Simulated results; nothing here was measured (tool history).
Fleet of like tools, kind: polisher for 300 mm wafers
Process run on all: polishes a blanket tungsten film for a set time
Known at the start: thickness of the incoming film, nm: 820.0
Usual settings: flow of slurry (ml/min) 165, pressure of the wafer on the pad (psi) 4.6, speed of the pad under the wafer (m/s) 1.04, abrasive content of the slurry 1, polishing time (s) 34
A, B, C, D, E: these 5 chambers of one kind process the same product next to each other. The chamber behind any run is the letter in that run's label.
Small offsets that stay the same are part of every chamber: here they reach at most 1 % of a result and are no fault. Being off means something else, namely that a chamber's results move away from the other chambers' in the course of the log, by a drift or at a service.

| run | hour | flow of slurry (ml/min) | pressure of the wafer on the pad (psi) | speed of the pad under the wafer (m/s) | abrasive content of the slurry | polishing time (s) | wafers polished on this pad | hours since the slurry nozzle was cleaned | hours since the head pressure was calibrated | hours since the slurry blender was calibrated | hours since the slurry got fresh peroxide | film removed (angstrom) |
|---|---|---|---|---|---|---|---|---|---|---|---|---|
|  | 3.6 | chamber E: slurry tank refilled with fresh slurry and peroxide |
| 1B | 4.6 | 165 | 4.6 | 1.04 | 1 | 34 | 244 | 486.5 | 438.3 | 15.4 | 94.9 | 2313.9 |
|  | 6.8 | chamber C: slurry blender recalibrated |
| 2D | 9 | 165 | 4.6 | 1.04 | 1 | 34 | 1191 | 109.1 | 558.9 | 186.7 | 11 | 2403.5 |
| 3C | 13.4 | 165 | 4.6 | 1.04 | 1 | 34 | 662 | 93.4 | 14.7 | 6.6 | 44.9 | 2366.9 |
| 4A | 15.9 | 165 | 4.6 | 1.04 | 1 | 34 | 302 | 636 | 594.1 | 81.8 | 139.7 | 2375.3 |
| 5E | 18.8 | 165 | 4.6 | 1.04 | 1 | 34 | 623 | 221.8 | 553.6 | 343.6 | 15.2 | 2368 |
|  | 19.4 | chamber D: worn pad replaced by a new one |
| 6B | 23.2 | 165 | 4.6 | 1.04 | 1 | 34 | 449 | 505.1 | 456.9 | 34 | 113.5 | 2342.7 |
| 7D | 27.9 | 165 | 4.6 | 1.04 | 1 | 34 | 94 | 128 | 577.8 | 205.6 | 29.9 | 2372.7 |
| 8E | 32.8 | 165 | 4.6 | 1.04 | 1 | 34 | 778 | 235.8 | 567.6 | 357.6 | 29.2 | 2428.4 |
| 9A | 37.2 | 195 | 4.6 | 1.04 | 1 | 34 | 537 | 657.3 | 615.4 | 103.1 | 161 | 2489.5 |
| 10C | 40.2 | 195 | 4.6 | 1.04 | 1 | 34 | 958 | 120.2 | 41.5 | 33.4 | 71.7 | 2444.3 |
|  | 42.1 | chamber D: slurry blender recalibrated |
|  | 43.7 | chamber A: slurry tank refilled with fresh slurry and peroxide |
|  | 45.1 | chamber B: slurry tank refilled with fresh slurry and peroxide |
| 11B | 45.3 | 195 | 4.6 | 1.04 | 1 | 34 | 693 | 527.2 | 479 | 56.1 | 0.3 | 2381.9 |
|  | 47.4 | chamber A: worn pad replaced by a new one |
|  | 47.5 | chamber E: slurry blender recalibrated |
| 12A | 48.4 | 195 | 4.6 | 1.04 | 1 | 34 | 11 | 668.5 | 626.6 | 114.3 | 4.8 | 2488.7 |
|  | 50.8 | chamber E: worn pad replaced by a new one |
| 13D | 51 | 195 | 4.6 | 1.04 | 1 | 34 | 349 | 151.1 | 600.9 | 8.9 | 53 | 2445.5 |
|  | 51.3 | chamber E: slurry tank refilled with fresh slurry and peroxide |
|  | 52.7 | chamber A: slurry nozzle cleaned |
| 14C | 54.3 | 165 | 4.6 | 1.04 | 1 | 34 | 1114 | 134.3 | 55.6 | 47.5 | 85.8 | 2435 |
|  | 56.3 | chamber B: worn pad replaced by a new one |
| 15E | 58.4 | 165 | 4.6 | 1.04 | 1 | 34 | 84 | 261.4 | 593.2 | 10.9 | 7.1 | 2350.4 |
| 16B | 62.8 | 165 | 4.6 | 1.04 | 1 | 34 | 71 | 544.7 | 496.5 | 73.6 | 17.8 | 2394.7 |
|  | 63.6 | chamber C: worn pad replaced by a new one |
| 17E | 65.4 | 165 | 4.6 | 1.04 | 1 | 34 | 161 | 268.4 | 600.2 | 17.9 | 14.1 | 2389.2 |
| 18A | 68.1 | 165 | 4.6 | 1.04 | 1 | 34 | 228 | 15.4 | 646.3 | 134 | 24.5 | 2342.4 |
| 19C | 73.2 | 165 | 4.6 | 1.04 | 1 | 34 | 105 | 153.2 | 74.5 | 66.4 | 104.7 | 2415.3 |
|  | 73.4 | chamber E: slurry nozzle cleaned |
| 20D | 75.7 | 165 | 4.6 | 1.38 | 1 | 34 | 622 | 175.8 | 625.6 | 33.6 | 77.7 | 3186.5 |
|  | 78.6 | chamber C: slurry tank refilled with fresh slurry and peroxide |
| 21D | 79.2 | 165 | 4.6 | 1.38 | 1 | 34 | 660 | 179.3 | 629.1 | 37.1 | 81.2 | 3246.3 |
| 22B | 83.8 | 165 | 4.6 | 1.38 | 1 | 34 | 303 | 565.7 | 517.5 | 94.6 | 38.8 | 3157.7 |
| 23C | 87.2 | 165 | 4.6 | 1.38 | 1 | 34 | 260 | 167.2 | 88.5 | 80.4 | 8.7 | 3214.7 |
| 24A | 91.9 | 165 | 4.6 | 1.38 | 1 | 34 | 491 | 39.2 | 670.1 | 157.8 | 48.3 | 3212.5 |
|  | 92.5 | chamber E: slurry tank refilled with fresh slurry and peroxide |
| 25E | 96.2 | 165 | 4.6 | 1.04 | 1 | 34 | 501 | 22.8 | 631 | 48.7 | 3.8 | 2451.2 |
|  | 100.2 | chamber D: slurry tank refilled with fresh slurry and peroxide |
| 26E | 100.4 | 165 | 4.6 | 1.04 | 1 | 34 | 548 | 27 | 635.2 | 52.9 | 8 | 2485 |
| 27A | 103.2 | 165 | 4.6 | 1.04 | 1 | 34 | 616 | 50.5 | 681.4 | 169.1 | 59.6 | 2361.8 |
| 28C | 108.3 | 165 | 4.6 | 1.04 | 1 | 34 | 493 | 188.3 | 109.6 | 101.5 | 29.8 | 2444.2 |
| 29B | 112.5 | 165 | 4.6 | 1.04 | 1 | 34 | 620 | 594.4 | 546.2 | 123.3 | 67.5 | 2427.1 |
| 30D | 116.7 | 165 | 4.6 | 1.04 | 1 | 34 | 1074 | 216.8 | 666.6 | 74.6 | 16.6 | 2346.1 |

Next, all 5 chambers run the settings below, one line each with question marks for the results. What does each chamber give?
| 31A | 120.4 | 165 | 4.6 | 1.04 | 1 | 34 |  |  |  |  |  | ? |
| 31B | 120.4 | 165 | 4.6 | 1.04 | 1 | 34 |  |  |  |  |  | ? |
| 31C | 120.4 | 165 | 4.6 | 1.04 | 1 | 34 |  |  |  |  |  | ? |
| 31D | 120.4 | 165 | 4.6 | 1.04 | 1 | 34 |  |  |  |  |  | ? |
| 31E | 120.4 | 165 | 4.6 | 1.04 | 1 | 34 |  |  |  |  |  | ? |

| run | film removed (angstrom) |
|---|---|
| 31A | 2400.6 |
| 31B | 2350.8 |
| 31C | 2360.5 |
| 31D | 2367.7 |
| 31E | 2367.6 |

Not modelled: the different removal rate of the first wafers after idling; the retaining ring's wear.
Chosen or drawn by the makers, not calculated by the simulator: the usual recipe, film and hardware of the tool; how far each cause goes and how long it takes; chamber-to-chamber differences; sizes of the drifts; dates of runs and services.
